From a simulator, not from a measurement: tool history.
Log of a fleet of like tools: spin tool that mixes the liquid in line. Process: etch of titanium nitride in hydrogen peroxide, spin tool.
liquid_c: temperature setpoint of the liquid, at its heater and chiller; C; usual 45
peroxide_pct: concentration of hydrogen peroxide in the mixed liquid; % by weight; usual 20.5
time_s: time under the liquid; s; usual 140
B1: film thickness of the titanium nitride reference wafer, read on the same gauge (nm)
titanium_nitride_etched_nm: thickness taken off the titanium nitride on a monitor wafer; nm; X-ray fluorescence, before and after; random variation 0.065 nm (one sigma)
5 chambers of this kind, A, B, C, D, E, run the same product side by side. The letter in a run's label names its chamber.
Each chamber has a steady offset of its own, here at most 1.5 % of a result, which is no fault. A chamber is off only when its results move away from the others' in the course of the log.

run 1A hour=3.7 | liquid_c=45 peroxide_pct=20.5 time_s=140 | B1=50.001 | titanium_nitride_etched_nm=8.0541
run 2C hour=10.9 | liquid_c=45 peroxide_pct=20.5 time_s=140 | B1=49.996 | titanium_nitride_etched_nm=8.1606
run 3E hour=16.2 | liquid_c=45 peroxide_pct=20.5 time_s=140 | B1=49.966 | titanium_nitride_etched_nm=8.1797
run 4B hour=20.7 | liquid_c=45 peroxide_pct=20.5 time_s=140 | B1=49.97 | titanium_nitride_etched_nm=7.9336
run 5D hour=25.2 | liquid_c=45 peroxide_pct=20.5 time_s=140 | B1=49.987 | titanium_nitride_etched_nm=7.9923
run 6D hour=31 | liquid_c=45 peroxide_pct=20.5 time_s=140 | B1=50.005 | titanium_nitride_etched_nm=8.1059
run 7C hour=37.1 | liquid_c=45 peroxide_pct=20.5 time_s=140 | B1=49.988 | titanium_nitride_etched_nm=8.0865
run 8E hour=43.3 | liquid_c=45 peroxide_pct=23 time_s=165 | B1=50.02 | titanium_nitride_etched_nm=9.6365
run 9A hour=50.2 | liquid_c=45 peroxide_pct=23 time_s=165 | B1=49.977 | titanium_nitride_etched_nm=9.7101
run 10B hour=57.3 | liquid_c=45 peroxide_pct=23 time_s=165 | B1=50.011 | titanium_nitride_etched_nm=9.5655
run 11D hour=61.8 | liquid_c=45 peroxide_pct=23 time_s=165 | B1=49.972 | titanium_nitride_etched_nm=9.8644
-- hour=62.6 chamber D: heated supply line repaired
run 12E hour=66 | liquid_c=45 peroxide_pct=23 time_s=165 | B1=50.024 | titanium_nitride_etched_nm=9.6988
run 13C hour=69.4 | liquid_c=45 peroxide_pct=20.5 time_s=140 | B1=49.997 | titanium_nitride_etched_nm=7.9783
run 14B hour=76.7 | liquid_c=45 peroxide_pct=20.5 time_s=140 | B1=50.015 | titanium_nitride_etched_nm=8.0031
-- hour=79.9 chamber B: thermometer replaced
run 15A hour=83.5 | liquid_c=45 peroxide_pct=20.5 time_s=140 | B1=50.003 | titanium_nitride_etched_nm=8.122
run 16B hour=88.7 | liquid_c=45 peroxide_pct=20.5 time_s=140 | B1=50.021 | titanium_nitride_etched_nm=8.0029
run 17C hour=95.5 | liquid_c=45 peroxide_pct=20.5 time_s=140 | B1=49.99 | titanium_nitride_etched_nm=7.9348
run 18E hour=102.3 | liquid_c=45 peroxide_pct=20.5 time_s=140 | B1=50.005 | titanium_nitride_etched_nm=8.1345
run 19D hour=109.3 | liquid_c=45 peroxide_pct=20.5 time_s=140 | B1=49.983 | titanium_nitride_etched_nm=8.0798
run 20A hour=116.2 | liquid_c=45 peroxide_pct=20.5 time_s=140 | B1=49.987 | titanium_nitride_etched_nm=8.105
run 21D hour=120.3 | liquid_c=45 peroxide_pct=20.5 time_s=140 | B1=49.982 | titanium_nitride_etched_nm=8.09
run 22C hour=127.4 | liquid_c=45 peroxide_pct=20.5 time_s=140 | B1=50.013 | titanium_nitride_etched_nm=7.8751
run 23E hour=131.8 | liquid_c=45 peroxide_pct=20.5 time_s=140 | B1=49.99 | titanium_nitride_etched_nm=8.0536
run 24B hour=138.4 | liquid_c=45 peroxide_pct=20.5 time_s=140 | B1=49.997 | titanium_nitride_etched_nm=7.8654
run 25A hour=143.5 | liquid_c=45 peroxide_pct=20.5 time_s=140 | B1=50.003 | titanium_nitride_etched_nm=8.0228
run 26D hour=148.9 | liquid_c=45 peroxide_pct=20.5 time_s=140 | B1=49.99 | titanium_nitride_etched_nm=8.1186
run 27C hour=155.2 | liquid_c=45 peroxide_pct=20.5 time_s=140 | B1=49.972 | titanium_nitride_etched_nm=7.72
run 28E hour=160.6 | liquid_c=45 peroxide_pct=20.5 time_s=140 | B1=50.002 | titanium_nitride_etched_nm=8.1187
-- hour=163 chamber D: new drum of peroxide connected
run 29B hour=166.1 | liquid_c=45 peroxide_pct=20.5 time_s=140 | B1=50.005 | titanium_nitride_etched_nm=8.0758
-- hour=167.7 chamber A: heated supply line repaired
run 30A hour=171.6 | liquid_c=45 peroxide_pct=20.5 time_s=140 | B1=49.992 | titanium_nitride_etched_nm=8.0979
-- hour=172.6 chamber A: new drum of peroxide connected
run 31B hour=177.3 | liquid_c=38.5 peroxide_pct=20.5 time_s=100 | B1=49.984 | titanium_nitride_etched_nm=3.4879
run 32E hour=181.4 | liquid_c=38.5 peroxide_pct=20.5 time_s=100 | B1=50.003 | titanium_nitride_etched_nm=3.4804
run 33A hour=187.9 | liquid_c=38.5 peroxide_pct=20.5 time_s=100 | B1=49.996 | titanium_nitride_etched_nm=3.4632
run 34D hour=192 | liquid_c=38.5 peroxide_pct=20.5 time_s=100 | B1=49.996 | titanium_nitride_etched_nm=3.5585
run 35C hour=197.2 | liquid_c=38.5 peroxide_pct=20.5 time_s=100 | B1=49.993 | titanium_nitride_etched_nm=3.3019
run 36A hour=202.1 | liquid_c=45 peroxide_pct=20.5 time_s=140 | B1=50.026 | titanium_nitride_etched_nm=8.1628
run 37C hour=208.7 | liquid_c=45 peroxide_pct=20.5 time_s=140 | B1=50.005 | titanium_nitride_etched_nm=7.5922
run 38B hour=214.9 | liquid_c=45 peroxide_pct=20.5 time_s=140 | B1=50 | titanium_nitride_etched_nm=8.08
run 39E hour=220.9 | liquid_c=45 peroxide_pct=20.5 time_s=140 | B1=49.998 | titanium_nitride_etched_nm=8.1693
run 40D hour=226.5 | liquid_c=45 peroxide_pct=20.5 time_s=140 | B1=49.981 | titanium_nitride_etched_nm=8.1968

Next, every chamber runs the same settings. What will each give?
run 41A hour=231.7 | liquid_c=45 peroxide_pct=20.5 time_s=140 | titanium_nitride_etched_nm=?
run 41B hour=231.7 | liquid_c=45 peroxide_pct=20.5 time_s=140 | titanium_nitride_etched_nm=?
run 41C hour=231.7 | liquid_c=45 peroxide_pct=20.5 time_s=140 | titanium_nitride_etched_nm=?
run 41D hour=231.7 | liquid_c=45 peroxide_pct=20.5 time_s=140 | titanium_nitride_etched_nm=?
run 41E hour=231.7 | liquid_c=45 peroxide_pct=20.5 time_s=140 | titanium_nitride_etched_nm=?

run=41A titanium_nitride_etched_nm=7.9981
run=41B titanium_nitride_etched_nm=8.0062
run=41C titanium_nitride_etched_nm=7.5684
run=41D titanium_nitride_etched_nm=8.1477
run=41E titanium_nitride_etched_nm=8.1217
